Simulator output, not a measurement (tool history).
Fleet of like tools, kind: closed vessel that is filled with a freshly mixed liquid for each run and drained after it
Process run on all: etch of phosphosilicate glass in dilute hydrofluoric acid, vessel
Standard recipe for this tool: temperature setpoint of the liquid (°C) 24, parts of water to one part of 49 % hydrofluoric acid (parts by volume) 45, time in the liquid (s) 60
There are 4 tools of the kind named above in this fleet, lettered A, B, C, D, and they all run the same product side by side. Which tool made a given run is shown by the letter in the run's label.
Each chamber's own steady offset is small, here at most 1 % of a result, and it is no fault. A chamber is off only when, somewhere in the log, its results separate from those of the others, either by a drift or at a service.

run	hour	temperature setpoint of the liquid (°C)	parts of water to one part of 49 % hydrofluoric acid (parts by volume)	time in the liquid (s)	read-back film thickness of the phosphosilicate glass reference wafer, read on the same gauge (nm)	thickness taken off the phosphosilicate glass on a monitor wafer (angstrom)
1B	3.2	24	45	60	29.992	1396.7
# hour 3.3: chamber C: thermometer replaced
2D	5.1	24	45	60	30.008	1378.2
3C	8.7	24	45	60	29.992	1376.3
4A	11	24	45	60	29.969	1378.9
5B	14.7	24	45	60	30.012	1398.2
6A	18.4	24	65	35	30.043	539.37
7D	22	24	65	35	30.024	552.36
8C	24.7	24	65	35	29.984	539.57
9B	28.2	24	65	35	29.993	537.15
10D	31.4	24	45	60	29.993	1384.9
11A	34.2	24	45	60	29.975	1377.7
12C	36.1	24	45	60	29.96	1353.3
13D	38	24	45	60	30.006	1365.3
14B	40.5	24	45	60	29.98	1396.8
15C	43.1	24	45	60	30.006	1377.8
16A	46.1	24	45	60	29.994	1408.9
17D	49.6	28.5	45	30	29.968	815.24
18C	53.7	28.5	45	30	30.015	825.79
19B	57.7	28.5	45	30	30.013	844.36
20A	60.4	28.5	45	30	30.032	818.27
21A	64.5	24	45	60	30.035	1367.5
22D	67.3	22.5	45	60	29.981	1293.2
23B	69.8	22.5	45	60	30.016	1307.7
24C	73.7	22.5	45	60	30.005	1281.6
25B	77.4	22.5	45	60	30.035	1301.6
# hour 81.2: chamber D: hydrofluoric acid flow meter replaced
26D	81.3	24	45	60	29.983	1367.8
27C	84.4	24	45	60	30.009	1373
28A	86.8	24	45	60	30.007	1314.6
29A	89.3	24	45	60	29.953	1324.8
30C	93.1	24	45	60	30.006	1363.6
31B	95.4	24	45	60	29.98	1384.6
32D	98.6	24	45	60	29.963	1385.9
33D	101.4	24	45	60	30.003	1349.7
34A	104.9	24	45	60	30.007	1303.9
35C	107	26.5	45	35	29.979	883.9
36B	109.9	26.5	45	35	30.015	902.93
37C	112.1	26.5	45	35	29.967	877.93
38A	116.1	26.5	45	35	29.999	839.35
39D	120	24	40	60	29.988	1547.1
40B	122.9	24	40	60	29.963	1589.2
41D	126.6	24	40	60	30.026	1566.2
42C	129.9	24	40	60	29.973	1531.8
43B	131.9	24	45	60	29.983	1399

Has any chamber moved away from the others, gradually or after a service, or does the common gauge drift, or do the chambers differ only by their own small steady offsets? State the chamber and the most likely cause if one applies.

One chamber, A, drifts off from the rest bit by bit.
What lies behind it: hydrofluoric acid flow below the setpoint (%) = 8.54.
The log might look much the same if the cause were instead: liquid colder than its thermometer reads (K).

Chamber A could run next with any of the 4 candidate recipes listed below; each alters the usual settings, and their results appear as question marks. Which one brings its results back in line with what the other chambers deliver on the usual settings?
A result is in line if it is within this distance of the other chambers' mean on the usual settings: thickness taken off the phosphosilicate glass on a monitor wafer (angstrom) 41
44A-1	135	24	45	55		?
44A-2	135	28.5	45	60		?
44A-3	135	24	45	65		?
44A-4	135	24	45	50		?

What the other chambers average on the usual settings: thickness taken off the phosphosilicate glass on a monitor wafer (angstrom) 1378.6
run	thickness taken off the phosphosilicate glass on a monitor wafer (angstrom)
44A-1	1146.3
44A-2	1501
44A-3	1354.8
44A-4	1042.1
The answer is 44A-3, which returns the chamber to within the allowed miss of the others.
